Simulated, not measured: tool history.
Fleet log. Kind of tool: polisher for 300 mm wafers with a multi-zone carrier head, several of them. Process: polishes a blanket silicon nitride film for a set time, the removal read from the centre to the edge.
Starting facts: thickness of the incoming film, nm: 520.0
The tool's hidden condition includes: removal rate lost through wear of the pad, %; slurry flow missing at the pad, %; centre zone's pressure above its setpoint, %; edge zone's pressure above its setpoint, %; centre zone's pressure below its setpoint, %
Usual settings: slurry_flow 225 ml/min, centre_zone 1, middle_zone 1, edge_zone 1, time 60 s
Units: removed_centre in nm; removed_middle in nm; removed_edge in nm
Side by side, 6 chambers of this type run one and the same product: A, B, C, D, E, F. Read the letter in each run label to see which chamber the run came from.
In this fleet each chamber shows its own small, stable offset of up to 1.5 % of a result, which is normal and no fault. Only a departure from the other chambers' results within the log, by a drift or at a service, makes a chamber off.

| run | hour | slurry_flow | centre_zone | middle_zone | edge_zone | time | wafers polished on this pad | hours since the slurry nozzle was cleaned | hours since the centre zone pressure was calibrated | hours since the edge zone pressure was calibrated | removed_centre | removed_middle | removed_edge |
|---|---|---|---|---|---|---|---|---|---|---|---|---|---|
|  | 3.9 | chamber B: worn pad replaced by a new one |
| 1C | 11.4 | 225 | 1 | 1 | 1 | 60 | 532 | 208.8 | 191.2 | 186.7 | 92.6 | 93.002 | 91.011 |
| 2D | 20.4 | 225 | 1 | 1 | 1 | 60 | 192 | 82.7 | 221.9 | 206.9 | 91.468 | 91.732 | 92.563 |
|  | 27.5 | chamber C: worn pad replaced by a new one |
| 3E | 35.9 | 225 | 1 | 1 | 1 | 60 | 828 | 284.3 | 468.6 | 991 | 92.981 | 92.261 | 89.978 |
| 4A | 46.5 | 225 | 1 | 1 | 1 | 60 | 700 | 200.9 | 880.3 | 480.8 | 92.252 | 91.274 | 90.432 |
|  | 49.6 | chamber A: edge zone pressure recalibrated |
| 5B | 55.9 | 225 | 1 | 1 | 1 | 60 | 420 | 98.2 | 581.8 | 866 | 91.556 | 91.331 | 92.461 |
| 6F | 68.6 | 225 | 1.09 | 1 | 1 | 71 | 823 | 452.9 | 477.5 | 409.8 | 115.24 | 108.91 | 109.7 |
| 7A | 75.3 | 225 | 1.09 | 1 | 1 | 71 | 933 | 229.7 | 909.1 | 25.7 | 119.66 | 108.74 | 107.36 |
| 8E | 89 | 225 | 1.09 | 1 | 1 | 71 | 1257 | 337.4 | 521.7 | 1044.1 | 119.75 | 108.8 | 106.64 |
|  | 92.3 | chamber C: slurry nozzle cleaned |
| 9F | 103.9 | 225 | 1.09 | 1 | 1 | 71 | 1108 | 488.2 | 512.8 | 445.1 | 118.08 | 107.7 | 107.78 |
|  | 109.4 | chamber C: worn pad replaced by a new one |
|  | 110.3 | chamber F: worn pad replaced by a new one |
| 10B | 110.6 | 225 | 1.09 | 1 | 1 | 71 | 862 | 152.9 | 636.5 | 920.7 | 116.26 | 109.13 | 108.96 |
|  | 110.7 | chamber B: worn pad replaced by a new one |
| 11C | 121.4 | 225 | 1.09 | 1 | 1 | 71 | 97 | 29.2 | 301.2 | 296.7 | 123.42 | 110.36 | 107.47 |
|  | 123.2 | chamber A: worn pad replaced by a new one |
|  | 125 | chamber E: worn pad replaced by a new one |
| 12D | 133.4 | 225 | 1 | 1 | 1 | 60 | 1104 | 195.7 | 334.9 | 319.9 | 92.707 | 92.194 | 89.931 |
|  | 134.9 | chamber D: worn pad replaced by a new one |
| 13D | 141 | 225 | 1 | 1 | 1 | 60 | 49 | 203.3 | 342.5 | 327.5 | 92.234 | 92.451 | 89.176 |
|  | 151.3 | chamber C: centre zone pressure recalibrated |
| 14F | 152.2 | 225 | 1 | 1 | 1 | 60 | 338 | 536.5 | 561.1 | 493.4 | 91.895 | 92.991 | 91.826 |
| 15B | 159.4 | 225 | 1 | 1 | 1 | 60 | 393 | 201.7 | 685.3 | 969.5 | 90.733 | 90.835 | 90.263 |
|  | 172.1 | chamber E: slurry nozzle cleaned |
| 16E | 172.5 | 225 | 1 | 1 | 1 | 60 | 383 | 0.5 | 605.2 | 1127.6 | 90.869 | 91.866 | 92.783 |
| 17A | 185.1 | 225 | 1 | 1 | 1 | 60 | 499 | 339.5 | 1018.9 | 135.5 | 90.796 | 90.081 | 92.577 |
|  | 192.3 | chamber C: worn pad replaced by a new one |
| 18C | 194.2 | 225 | 1 | 1 | 1 | 60 | 15 | 102 | 43 | 369.5 | 92.716 | 92.275 | 91.382 |
|  | 199.8 | chamber C: edge zone pressure recalibrated |
| 19B | 208.7 | 225 | 1 | 1 | 1 | 60 | 792 | 251 | 734.6 | 1018.8 | 90.928 | 90.678 | 92.325 |
| 20A | 220.2 | 225 | 1 | 1 | 1 | 60 | 783 | 374.6 | 1054 | 170.6 | 91.38 | 90.816 | 89.21 |
|  | 222.8 | chamber B: worn pad replaced by a new one |
| 21E | 232.8 | 225 | 1 | 1 | 1 | 60 | 870 | 60.8 | 665.5 | 1187.9 | 92.971 | 92.412 | 92.918 |
|  | 234.7 | chamber F: slurry nozzle cleaned |
| 22D | 244.8 | 175 | 1 | 1 | 1 | 52 | 887 | 307.1 | 446.3 | 431.3 | 76.783 | 76.957 | 75.963 |
|  | 250.2 | chamber F: worn pad replaced by a new one |
| 23F | 256.1 | 175 | 1 | 1 | 1 | 52 | 48 | 21.4 | 665 | 597.3 | 75.334 | 76.367 | 77.078 |
| 24C | 263.1 | 175 | 1 | 1 | 1 | 52 | 571 | 170.9 | 111.9 | 63.4 | 78.535 | 76.783 | 78.201 |
| 25E | 269.9 | 175 | 1 | 1 | 1 | 52 | 1170 | 97.9 | 702.6 | 1225 | 76.186 | 76.936 | 78.466 |
| 26F | 277.2 | 175 | 1 | 1 | 1 | 52 | 218 | 42.5 | 686.1 | 618.4 | 75.706 | 76.284 | 78.035 |
|  | 281.6 | chamber C: worn pad replaced by a new one |
|  | 282.3 | chamber A: worn pad replaced by a new one |
| 27B | 285.6 | 175 | 1 | 1 | 1 | 52 | 507 | 327.9 | 811.5 | 1095.7 | 75.763 | 75.026 | 74.138 |
| 28C | 293 | 225 | 1 | 1 | 1 | 60 | 92 | 200.8 | 141.8 | 93.3 | 92.167 | 90.885 | 93.903 |
|  | 293.1 | chamber D: worn pad replaced by a new one |
| 29D | 308.1 | 225 | 1 | 1 | 1 | 60 | 121 | 370.4 | 509.6 | 494.6 | 92.665 | 91.979 | 93.194 |
|  | 316.8 | chamber E: worn pad replaced by a new one |
|  | 317.6 | chamber B: worn pad replaced by a new one |
| 30A | 323.1 | 225 | 1 | 1 | 1 | 60 | 329 | 477.5 | 1156.9 | 273.5 | 89.5 | 87.762 | 87.437 |
| 31D | 332.8 | 225 | 1 | 1 | 1 | 60 | 320 | 395.1 | 534.3 | 519.3 | 92.894 | 92.172 | 91.397 |
| 32B | 347.9 | 225 | 1 | 1 | 1 | 60 | 245 | 390.2 | 873.8 | 1158 | 90.474 | 91.336 | 92.265 |
| 33A | 356.7 | 225 | 1 | 1 | 1 | 60 | 601 | 511.1 | 1190.5 | 307.1 | 89.369 | 87.792 | 87.403 |
| 34F | 367.3 | 225 | 1 | 1 | 1 | 60 | 946 | 132.6 | 776.2 | 708.5 | 91.901 | 91.335 | 92.379 |
|  | 375.7 | chamber C: worn pad replaced by a new one |
| 35C | 378.9 | 225 | 1 | 1 | 1 | 60 | 26 | 286.7 | 227.7 | 179.2 | 91.243 | 92.351 | 89.907 |
| 36E | 391.6 | 225 | 1 | 1 | 1 | 60 | 604 | 219.6 | 824.3 | 1346.7 | 92.026 | 92.011 | 94.793 |
|  | 392.3 | chamber F: worn pad replaced by a new one |
| 37F | 402.9 | 225 | 1 | 1 | 1 | 60 | 85 | 168.2 | 811.8 | 744.1 | 90.051 | 90.429 | 90.495 |
| 38A | 416.2 | 225 | 1 | 1 | 1 | 60 | 1081 | 570.6 | 1250 | 366.6 | 88.945 | 86.732 | 89.814 |

One chamber off, gauge drift, or nothing amiss beyond the chambers' own small offsets? If it is a chamber, which one, and what is the likeliest cause?

One chamber, A, drifts off from the rest bit by bit.
Cause: slurry flow missing at the pad, % = 32.2.

Below are 4 candidate recipes for chamber A's next run, each the usual settings with a change, their results shown as question marks. Which of them brings A's results back in line with what the other chambers give on the usual settings?
Counts as in line when no further than this from what the other chambers average on the usual settings: removed_centre 3.6 nm; removed_middle 2.4 nm; removed_edge 4.3 nm
| 39A-1 | 427.3 | 225 | 1 | 1 | 1 | 59 |  |  |  |  | ? | ? | ? |
| 39A-2 | 427.3 | 225 | 1 | 1 | 1 | 61 |  |  |  |  | ? | ? | ? |
| 39A-3 | 427.3 | 220 | 1 | 0.99 | 1 | 57 |  |  |  |  | ? | ? | ? |
| 39A-4 | 427.3 | 230 | 1 | 1.01 | 1 | 63 |  |  |  |  | ? | ? | ? |

What the other chambers average on the usual settings: removed_centre 91.612 nm; removed_middle 91.788 nm; removed_edge 91.665 nm
| run | removed_centre | removed_middle | removed_edge |
|---|---|---|---|
| 39A-1 | 84.736 | 84.739 | 86.234 |
| 39A-2 | 87.608 | 87.612 | 89.157 |
| 39A-3 | 81.471 | 80.778 | 83.072 |
| 39A-4 | 90.897 | 91.68 | 92.335 |
It is 39A-4 that realigns the chamber with its peers.
